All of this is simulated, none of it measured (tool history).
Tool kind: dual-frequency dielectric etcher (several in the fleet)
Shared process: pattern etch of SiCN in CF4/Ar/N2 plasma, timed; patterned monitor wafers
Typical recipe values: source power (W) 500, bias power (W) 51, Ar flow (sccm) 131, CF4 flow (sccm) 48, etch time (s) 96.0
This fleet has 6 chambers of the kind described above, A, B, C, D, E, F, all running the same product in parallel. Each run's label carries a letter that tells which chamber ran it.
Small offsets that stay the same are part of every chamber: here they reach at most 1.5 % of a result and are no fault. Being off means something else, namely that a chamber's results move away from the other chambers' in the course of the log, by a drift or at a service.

run,hour,source power (W),bias power (W),Ar flow (sccm),CF4 flow (sccm),etch time (s),"read-back reference wafer on the same gauge, depth_nm",mean etch depth across the wafer (nm)
1B,6.0,500,51,131,48,96.0,68.280,72.098
2F,10.6,500,51,131,48,96.0,68.344,71.623
3D,13.7,500,51,131,48,96.0,68.270,71.294
4E,18.1,500,51,131,48,96.0,68.326,71.808
5A,24.0,500,51,131,48,96.0,68.338,70.821
6C,28.3,500,51,131,48,96.0,68.287,70.861
7E,34.1,500,51,131,48,96.0,68.297,71.342
8C,39.8,500,51,131,48,96.0,68.252,70.597
9D,45.7,500,51,131,48,96.0,68.287,71.483
10A,48.5,500,51,131,48,96.0,68.272,70.750
11F,52.7,500,51,131,48,122.5,68.345,91.445
# hour 53.4: chamber E: wet clean of the chamber
12B,55.8,500,51,131,48,122.5,68.294,91.425
13D,59.9,500,51,131,48,122.5,68.313,91.382
14C,65.2,500,51,131,48,122.5,68.323,90.866
# hour 67.7: chamber B: wet clean of the chamber
15E,71.6,500,51,131,48,122.5,68.359,91.387
16B,75.2,500,51,131,48,122.5,68.316,91.945
17A,78.7,500,51,131,48,96.0,68.323,71.206
18F,83.2,500,51,131,48,96.0,68.324,71.916
19D,88.6,500,51,131,48,96.0,68.335,71.862
20C,94.3,500,64,119,48,96.0,68.376,78.581
# hour 98.5: chamber A: wet clean of the chamber
21B,100.6,500,64,119,48,96.0,68.347,79.544
22E,103.6,500,64,119,48,96.0,68.311,78.957
23A,108.2,500,64,119,48,96.0,68.351,78.457
# hour 108.7: chamber D: bias power generator calibrated
24F,111.9,500,64,119,48,96.0,68.313,79.545
25D,116.7,500,64,119,48,96.0,68.341,78.940
26C,120.1,500,51,131,48,96.0,68.254,71.331
27F,123.5,500,51,131,48,96.0,68.303,71.560
28B,127.2,410,51,131,48,96.0,68.308,60.513
29E,131.2,410,51,131,48,96.0,68.300,60.201
30A,137.4,410,51,131,48,96.0,68.255,59.505
31F,143.1,410,51,131,48,96.0,68.275,60.497
32C,146.0,410,51,131,48,96.0,68.303,60.010
33D,149.9,410,51,131,48,96.0,68.271,60.338
34B,155.3,500,51,131,48,96.0,68.299,72.440
35A,158.6,500,51,131,48,96.0,68.299,70.919
36E,162.9,500,51,131,48,96.0,68.318,71.656
37A,168.3,500,51,131,48,96.0,68.321,70.931
38C,173.4,500,51,131,48,96.0,68.306,71.437
39D,176.4,500,51,131,48,96.0,68.250,71.857
40B,182.6,500,51,131,48,96.0,68.239,71.913
41E,188.2,500,51,131,48,96.0,68.285,71.453
42F,193.0,500,51,131,48,96.0,68.279,71.824

Which is it: a chamber that has drifted or been left off by a service, a gauge drift common to all chambers, or only each chamber's usual small offset? If a chamber is off, name it and its likeliest cause.

Nothing is wrong: each chamber keeps only its own small, steady offset and the gauge holds still.
